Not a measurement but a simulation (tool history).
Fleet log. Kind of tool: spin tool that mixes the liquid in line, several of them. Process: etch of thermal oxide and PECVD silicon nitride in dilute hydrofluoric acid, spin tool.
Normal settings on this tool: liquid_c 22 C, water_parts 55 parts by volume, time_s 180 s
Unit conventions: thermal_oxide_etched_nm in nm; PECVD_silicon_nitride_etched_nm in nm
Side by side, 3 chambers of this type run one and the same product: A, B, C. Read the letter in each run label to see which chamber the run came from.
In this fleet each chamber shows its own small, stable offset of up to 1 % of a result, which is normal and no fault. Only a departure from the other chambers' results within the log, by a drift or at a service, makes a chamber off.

| run | hour | liquid_c | water_parts | time_s | hours since the thermometer was replaced | hours since the hydrofluoric acid flow meter was replaced | read-back film thickness of the thermal oxide reference wafer, read on the same gauge (nm) | read-back film thickness of the PECVD silicon nitride reference wafer, read on the same gauge (nm) | thermal_oxide_etched_nm | PECVD_silicon_nitride_etched_nm |
|---|---|---|---|---|---|---|---|---|---|---|
| 1B | 5 | 22 | 55 | 180 | 995.5 | 399.5 | 150 | 120.01 | 15.405 | 15.03 |
| 2C | 11.5 | 22 | 55 | 180 | 341.1 | 1856.6 | 149.99 | 119.98 | 15.35 | 15.079 |
| 3A | 20.9 | 22 | 55 | 180 | 759.8 | 399.3 | 149.98 | 120.01 | 15.328 | 14.645 |
| 4C | 25.5 | 22 | 55 | 180 | 355.1 | 1870.6 | 149.99 | 119.98 | 15.491 | 15.181 |
| 5B | 33.8 | 22 | 55 | 180 | 1024.3 | 428.3 | 150 | 120.01 | 15.351 | 15.116 |
| 6A | 43.4 | 18 | 55 | 230 | 782.3 | 421.8 | 150 | 119.99 | 16.653 | 14.353 |
| 7A | 48.4 | 18 | 55 | 230 | 787.3 | 426.8 | 149.99 | 119.98 | 16.588 | 14.256 |
| 8C | 58.8 | 18 | 55 | 230 | 388.4 | 1903.9 | 150 | 119.99 | 16.583 | 14.414 |
| 9B | 66.3 | 22 | 55 | 180 | 1056.8 | 460.8 | 149.97 | 120.02 | 15.48 | 14.969 |
| 10A | 71.1 | 22 | 55 | 180 | 810 | 449.5 | 150 | 119.99 | 15.364 | 14.776 |
| 11C | 76.9 | 22 | 55 | 180 | 406.5 | 1922 | 150.01 | 120.06 | 15.505 | 15.049 |
| 12B | 85.9 | 18.5 | 55 | 180 | 1076.4 | 480.4 | 149.99 | 120.01 | 13.293 | 11.774 |
| 13C | 96.2 | 18.5 | 55 | 180 | 425.8 | 1941.3 | 150 | 120 | 13.367 | 11.53 |
| 14B | 101 | 18.5 | 55 | 180 | 1091.5 | 495.5 | 150 | 119.97 | 13.379 | 11.9 |
| 15A | 107.3 | 22 | 55 | 180 | 846.2 | 485.7 | 149.98 | 119.93 | 15.449 | 14.85 |
| 16A | 114.3 | 22 | 65 | 275 | 853.2 | 492.7 | 150.01 | 120.03 | 19.805 | 19.318 |
| 17B | 121.1 | 22 | 65 | 275 | 1111.6 | 515.6 | 150 | 120.01 | 19.735 | 19.613 |
| 18C | 127.1 | 22 | 65 | 275 | 456.7 | 1972.2 | 149.99 | 120.02 | 19.696 | 19.701 |
| 19B | 134.7 | 22 | 55 | 180 | 1125.2 | 529.2 | 150.02 | 119.95 | 15.363 | 14.967 |
| 20C | 145.3 | 22 | 55 | 180 | 474.9 | 1990.4 | 150 | 120.03 | 15.381 | 14.752 |
| 21A | 154.3 | 22 | 55 | 180 | 893.2 | 532.7 | 149.99 | 120 | 15.463 | 14.836 |
| 22A | 163.8 | 22 | 55 | 180 | 902.7 | 542.2 | 150 | 120.02 | 15.187 | 14.723 |
| 23C | 170.8 | 22 | 55 | 180 | 500.4 | 2015.9 | 150.02 | 120.03 | 15.496 | 14.651 |
| 24B | 175.5 | 22 | 55 | 180 | 1166 | 570 | 149.99 | 120 | 15.46 | 15.05 |
| 25A | 181.5 | 22 | 55 | 180 | 920.4 | 559.9 | 150 | 120.01 | 15.49 | 14.98 |
| 26C | 186.4 | 22 | 55 | 180 | 516 | 2031.5 | 150.01 | 120.04 | 15.358 | 14.887 |
| 27B | 193.8 | 22 | 55 | 180 | 1184.3 | 588.3 | 150.01 | 119.98 | 15.382 | 14.973 |
| 28C | 199.6 | 22 | 55 | 180 | 529.2 | 2044.7 | 150.02 | 120.01 | 15.469 | 14.863 |
| 29A | 204.6 | 22 | 55 | 180 | 943.5 | 583 | 150.01 | 120.03 | 15.407 | 14.871 |
| 30B | 214.9 | 22 | 55 | 180 | 1205.4 | 609.4 | 150.01 | 120.03 | 15.409 | 14.984 |
| 31B | 223.1 | 22 | 55 | 180 | 1213.6 | 617.6 | 150.02 | 120 | 15.597 | 14.923 |
| 32C | 231.5 | 22 | 55 | 180 | 561.1 | 2076.6 | 150.01 | 120.02 | 15.523 | 14.79 |
| 33A | 237.6 | 22 | 55 | 180 | 976.5 | 616 | 149.99 | 119.98 | 15.47 | 14.937 |
| 34B | 246.2 | 22 | 40 | 225 | 1236.7 | 640.7 | 150 | 120.02 | 26.892 | 25.66 |
| 35A | 253.5 | 22 | 40 | 225 | 992.4 | 631.9 | 149.99 | 120.03 | 27.441 | 25.341 |
| 36C | 264.1 | 22 | 40 | 225 | 593.7 | 2109.2 | 149.99 | 120.01 | 26.553 | 25.162 |
| 37B | 269.6 | 22 | 55 | 180 | 1260.1 | 664.1 | 150.01 | 119.97 | 15.601 | 15.295 |
| 38C | 279.1 | 22 | 55 | 180 | 608.7 | 2124.2 | 150.01 | 119.98 | 15.416 | 14.724 |
| 39A | 287.5 | 22 | 55 | 180 | 1026.4 | 665.9 | 149.99 | 120.03 | 15.387 | 14.874 |
| 40C | 294.4 | 22 | 55 | 180 | 624 | 2139.5 | 149.99 | 120.01 | 15.496 | 14.917 |
| 41A | 303.1 | 22 | 55 | 180 | 1042 | 681.5 | 149.99 | 119.96 | 15.484 | 14.837 |
| 42B | 307.8 | 22 | 55 | 180 | 1298.3 | 702.3 | 149.99 | 120.01 | 15.539 | 14.894 |

Decide between three cases: one chamber stands off from its peers, the gauge reading all wafers drifts, or nothing is wrong past each chamber's small offset. Where a chamber is off, say which and what most likely put it there.

Neither any chamber nor the gauge drifts; the chambers differ only by their own small, steady offsets.

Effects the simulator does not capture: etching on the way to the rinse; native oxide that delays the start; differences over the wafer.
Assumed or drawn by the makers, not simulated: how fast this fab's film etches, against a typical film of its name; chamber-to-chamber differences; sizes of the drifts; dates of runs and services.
